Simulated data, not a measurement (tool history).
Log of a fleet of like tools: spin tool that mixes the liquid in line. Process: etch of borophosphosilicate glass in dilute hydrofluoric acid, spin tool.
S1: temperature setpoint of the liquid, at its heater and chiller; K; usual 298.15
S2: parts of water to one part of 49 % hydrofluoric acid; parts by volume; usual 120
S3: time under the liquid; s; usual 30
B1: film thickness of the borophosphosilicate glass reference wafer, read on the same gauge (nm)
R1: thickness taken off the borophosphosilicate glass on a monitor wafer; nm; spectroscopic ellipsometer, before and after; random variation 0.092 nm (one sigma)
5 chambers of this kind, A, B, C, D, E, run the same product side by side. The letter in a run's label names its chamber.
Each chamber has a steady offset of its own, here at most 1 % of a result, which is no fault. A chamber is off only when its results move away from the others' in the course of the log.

run 1C hour=11.5 | S1=298.15 S2=120 S3=30 | B1=89.980 | R1=15.2320
run 2A hour=17.4 | S1=298.15 S2=120 S3=30 | B1=89.965 | R1=15.1060
run 3D hour=23.0 | S1=298.15 S2=120 S3=30 | B1=90.002 | R1=14.9420
run 4B hour=28.5 | S1=298.15 S2=120 S3=30 | B1=90.013 | R1=15.0120
run 5E hour=37.6 | S1=298.15 S2=120 S3=30 | B1=90.026 | R1=14.8170
run 6C hour=44.6 | S1=298.15 S2=120 S3=30 | B1=89.987 | R1=15.1250
run 7A hour=52.4 | S1=298.15 S2=120 S3=50 | B1=89.986 | R1=25.2030
run 8E hour=58.8 | S1=298.15 S2=120 S3=50 | B1=90.009 | R1=25.1020
run 9B hour=65.8 | S1=298.15 S2=120 S3=50 | B1=90.031 | R1=25.0470
run 10D hour=75.2 | S1=298.15 S2=120 S3=50 | B1=89.980 | R1=25.1700
run 11A hour=83.1 | S1=298.15 S2=120 S3=50 | B1=89.988 | R1=25.0000
run 12E hour=89.0 | S1=298.15 S2=120 S3=30 | B1=89.999 | R1=14.9700
run 13D hour=94.9 | S1=298.15 S2=120 S3=30 | B1=90.024 | R1=14.8990
run 14B hour=106.7 | S1=298.15 S2=120 S3=30 | B1=90.033 | R1=14.9940
run 15C hour=118.8 | S1=298.15 S2=120 S3=30 | B1=89.988 | R1=15.0000
run 16C hour=128.1 | S1=300.15 S2=80 S3=30 | B1=90.002 | R1=25.6460
run 17D hour=138.7 | S1=300.15 S2=80 S3=30 | B1=89.984 | R1=25.4300
run 18B hour=147.6 | S1=300.15 S2=80 S3=30 | B1=90.015 | R1=25.4830
run 19E hour=157.3 | S1=300.15 S2=80 S3=30 | B1=90.027 | R1=25.2140
run 20A hour=164.1 | S1=300.15 S2=80 S3=30 | B1=90.010 | R1=25.7620
run 21E hour=173.0 | S1=298.15 S2=120 S3=30 | B1=90.024 | R1=14.9620
-- hour=180.2 chamber D: hydrofluoric acid flow meter replaced
run 22B hour=184.9 | S1=298.15 S2=120 S3=30 | B1=89.967 | R1=15.0430
run 23D hour=196.5 | S1=298.15 S2=120 S3=30 | B1=90.040 | R1=14.6590
run 24C hour=205.5 | S1=298.15 S2=120 S3=30 | B1=90.009 | R1=15.5040
run 25A hour=217.7 | S1=298.15 S2=120 S3=30 | B1=89.998 | R1=15.2930
run 26D hour=225.8 | S1=298.15 S2=120 S3=30 | B1=89.999 | R1=14.7440
run 27C hour=237.9 | S1=298.15 S2=120 S3=30 | B1=90.007 | R1=15.4850
run 28E hour=249.2 | S1=298.15 S2=120 S3=30 | B1=90.009 | R1=15.0230
run 29A hour=255.7 | S1=298.15 S2=120 S3=30 | B1=89.992 | R1=14.9650
run 30B hour=263.3 | S1=298.15 S2=120 S3=30 | B1=90.016 | R1=14.9010
run 31A hour=270.0 | S1=298.15 S2=120 S3=30 | B1=90.021 | R1=15.3610
-- hour=277.0 chamber E: thermometer replaced
run 32E hour=278.8 | S1=298.15 S2=120 S3=30 | B1=89.989 | R1=15.0510
run 33C hour=284.6 | S1=298.15 S2=120 S3=30 | B1=90.045 | R1=15.7070
run 34B hour=296.0 | S1=298.15 S2=120 S3=30 | B1=90.003 | R1=15.1410
run 35D hour=305.8 | S1=298.15 S2=120 S3=30 | B1=90.016 | R1=14.9550
run 36E hour=315.7 | S1=298.15 S2=120 S3=30 | B1=89.991 | R1=14.8860
run 37B hour=324.2 | S1=298.15 S2=120 S3=30 | B1=89.977 | R1=15.0040
run 38C hour=334.5 | S1=298.15 S2=120 S3=30 | B1=89.960 | R1=16.0240
run 39A hour=343.2 | S1=294.15 S2=175 S3=30 | B1=90.004 | R1=8.2864

What goes on in this fleet: one chamber off, a drifting gauge, or nothing beyond the chambers' own small offsets? Name the chamber and the cause, if any.

Chamber C drifts away from the others.
Cause: hydrofluoric acid flow above the setpoint (%) = 6.18.
The log may not tell that from: liquid hotter than its thermometer reads (K).

Here are 4 candidates for chamber C's next run, each the usual settings with a change, their results left as question marks. Which one brings its results back in line with what the others give on the usual settings?
In line means no further than this from the other chambers' mean on the usual settings: R1 0.3200 nm
run 40C-1 hour=352.1 | S1=300.15 S2=120 S3=30 | R1=?
run 40C-2 hour=352.1 | S1=299.15 S2=120 S3=30 | R1=?
run 40C-3 hour=352.1 | S1=296.15 S2=120 S3=30 | R1=?
run 40C-4 hour=352.1 | S1=297.15 S2=120 S3=30 | R1=?

The other chambers' mean on the usual settings: R1 15.0080 nm
run=40C-1 R1=17.5100
run=40C-2 R1=16.8450
run=40C-3 R1=14.9570
run=40C-4 R1=15.5660
40C-3 brings the chamber back in line.
